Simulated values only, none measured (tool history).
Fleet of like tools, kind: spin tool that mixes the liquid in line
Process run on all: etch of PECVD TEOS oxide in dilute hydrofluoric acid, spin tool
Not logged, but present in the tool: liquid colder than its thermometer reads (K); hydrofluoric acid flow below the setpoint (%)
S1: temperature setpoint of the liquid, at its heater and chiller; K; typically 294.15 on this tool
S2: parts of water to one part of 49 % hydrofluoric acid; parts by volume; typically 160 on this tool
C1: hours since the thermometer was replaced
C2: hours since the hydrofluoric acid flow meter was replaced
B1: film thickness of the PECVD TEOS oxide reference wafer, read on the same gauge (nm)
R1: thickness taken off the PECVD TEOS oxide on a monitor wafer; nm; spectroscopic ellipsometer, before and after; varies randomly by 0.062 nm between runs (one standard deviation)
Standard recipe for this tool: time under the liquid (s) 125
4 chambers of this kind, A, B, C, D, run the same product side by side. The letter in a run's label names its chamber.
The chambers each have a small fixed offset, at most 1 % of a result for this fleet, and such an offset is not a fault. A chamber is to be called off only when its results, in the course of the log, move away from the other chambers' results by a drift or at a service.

run 1C hour=13.1 | S1=294.15 S2=160 time_under_the_liquid_(s)=125 | C1=992.4 C2=237.1 | B1=90.065 | R1=13.909
run 2A hour=23.5 | S1=294.15 S2=160 time_under_the_liquid_(s)=125 | C1=413.8 C2=691.2 | B1=90.048 | R1=13.871
run 3D hour=35.4 | S1=294.15 S2=160 time_under_the_liquid_(s)=125 | C1=692.7 C2=211.3 | B1=89.983 | R1=13.967
run 4B hour=41.7 | S1=294.15 S2=160 time_under_the_liquid_(s)=125 | C1=1041.8 C2=813.9 | B1=89.971 | R1=13.675
run 5A hour=55.0 | S1=294.15 S2=160 time_under_the_liquid_(s)=125 | C1=445.3 C2=722.7 | B1=90.017 | R1=13.864
run 6D hour=65.2 | S1=294.15 S2=160 time_under_the_liquid_(s)=125 | C1=722.5 C2=241.1 | B1=89.995 | R1=13.813
run 7C hour=72.5 | S1=294.15 S2=160 time_under_the_liquid_(s)=125 | C1=1051.8 C2=296.5 | B1=90.040 | R1=14.148
run 8B hour=79.0 | S1=294.15 S2=160 time_under_the_liquid_(s)=125 | C1=1079.1 C2=851.2 | B1=90.007 | R1=13.794
run 9C hour=93.0 | S1=294.15 S2=160 time_under_the_liquid_(s)=125 | C1=1072.3 C2=317.0 | B1=89.993 | R1=14.074
run 10D hour=101.3 | S1=294.15 S2=160 time_under_the_liquid_(s)=125 | C1=758.6 C2=277.2 | B1=89.963 | R1=13.920
run 11A hour=107.9 | S1=294.15 S2=85 time_under_the_liquid_(s)=125 | C1=498.2 C2=775.6 | B1=89.987 | R1=28.537
run 12B hour=118.0 | S1=294.15 S2=85 time_under_the_liquid_(s)=125 | C1=1118.1 C2=890.2 | B1=89.994 | R1=28.630
run 13A hour=124.7 | S1=294.15 S2=85 time_under_the_liquid_(s)=125 | C1=515.0 C2=792.4 | B1=89.998 | R1=28.412
run 14C hour=132.4 | S1=294.15 S2=85 time_under_the_liquid_(s)=125 | C1=1111.7 C2=356.4 | B1=90.032 | R1=28.062
run 15B hour=142.9 | S1=297.15 S2=160 time_under_the_liquid_(s)=125 | C1=1143.0 C2=915.1 | B1=90.000 | R1=15.409
run 16D hour=152.2 | S1=297.15 S2=160 time_under_the_liquid_(s)=125 | C1=809.5 C2=328.1 | B1=89.992 | R1=15.480
run 17C hour=165.1 | S1=297.15 S2=160 time_under_the_liquid_(s)=125 | C1=1144.4 C2=389.1 | B1=90.006 | R1=15.711
run 18B hour=174.3 | S1=297.15 S2=160 time_under_the_liquid_(s)=125 | C1=1174.4 C2=946.5 | B1=89.962 | R1=15.566
run 19A hour=187.0 | S1=294.15 S2=160 time_under_the_liquid_(s)=125 | C1=577.3 C2=854.7 | B1=90.011 | R1=14.030
run 20D hour=200.4 | S1=294.15 S2=160 time_under_the_liquid_(s)=125 | C1=857.7 C2=376.3 | B1=90.018 | R1=13.991
run 21A hour=208.3 | S1=294.15 S2=160 time_under_the_liquid_(s)=125 | C1=598.6 C2=876.0 | B1=90.003 | R1=13.881
run 22C hour=221.7 | S1=294.15 S2=160 time_under_the_liquid_(s)=125 | C1=1201.0 C2=445.7 | B1=90.006 | R1=13.900
run 23D hour=231.3 | S1=294.15 S2=160 time_under_the_liquid_(s)=125 | C1=888.6 C2=407.2 | B1=89.979 | R1=13.906
run 24B hour=243.7 | S1=294.15 S2=230 time_under_the_liquid_(s)=180 | C1=1243.8 C2=1015.9 | B1=90.009 | R1=12.759
run 25D hour=250.2 | S1=294.15 S2=230 time_under_the_liquid_(s)=180 | C1=907.5 C2=426.1 | B1=90.036 | R1=13.032
run 26C hour=261.3 | S1=294.15 S2=230 time_under_the_liquid_(s)=180 | C1=1240.6 C2=485.3 | B1=90.003 | R1=13.147
run 27B hour=272.7 | S1=294.15 S2=230 time_under_the_liquid_(s)=180 | C1=1272.8 C2=1044.9 | B1=90.023 | R1=12.832
run 28A hour=278.9 | S1=294.15 S2=160 time_under_the_liquid_(s)=125 | C1=669.2 C2=946.6 | B1=90.034 | R1=13.938
run 29A hour=291.1 | S1=294.15 S2=160 time_under_the_liquid_(s)=125 | C1=681.4 C2=958.8 | B1=89.998 | R1=14.005
run 30C hour=297.6 | S1=294.15 S2=160 time_under_the_liquid_(s)=125 | C1=1276.9 C2=521.6 | B1=90.004 | R1=13.903
run 31B hour=304.7 | S1=294.15 S2=160 time_under_the_liquid_(s)=125 | C1=1304.8 C2=1076.9 | B1=90.019 | R1=13.720
run 32D hour=318.4 | S1=294.15 S2=160 time_under_the_liquid_(s)=125 | C1=975.7 C2=494.3 | B1=89.953 | R1=13.928
run 33D hour=329.6 | S1=294.15 S2=160 time_under_the_liquid_(s)=125 | C1=986.9 C2=505.5 | B1=89.992 | R1=13.910
-- hour=339.4 chamber C: thermometer replaced
run 34C hour=340.7 | S1=294.15 S2=160 time_under_the_liquid_(s)=125 | C1=1.3 C2=564.7 | B1=89.977 | R1=14.117
run 35A hour=351.7 | S1=294.15 S2=160 time_under_the_liquid_(s)=125 | C1=742.0 C2=1019.4 | B1=89.978 | R1=13.925
run 36B hour=358.5 | S1=294.15 S2=120 time_under_the_liquid_(s)=170 | C1=1358.6 C2=1130.7 | B1=90.023 | R1=26.064
run 37A hour=368.6 | S1=294.15 S2=120 time_under_the_liquid_(s)=170 | C1=758.9 C2=1036.3 | B1=90.000 | R1=26.426

What goes on in this fleet: one chamber off, a drifting gauge, or nothing beyond the chambers' own small offsets? Name the chamber and the cause, if any.

The fleet is healthy, with each chamber sitting at its usual small offset and no drift in the gauge.

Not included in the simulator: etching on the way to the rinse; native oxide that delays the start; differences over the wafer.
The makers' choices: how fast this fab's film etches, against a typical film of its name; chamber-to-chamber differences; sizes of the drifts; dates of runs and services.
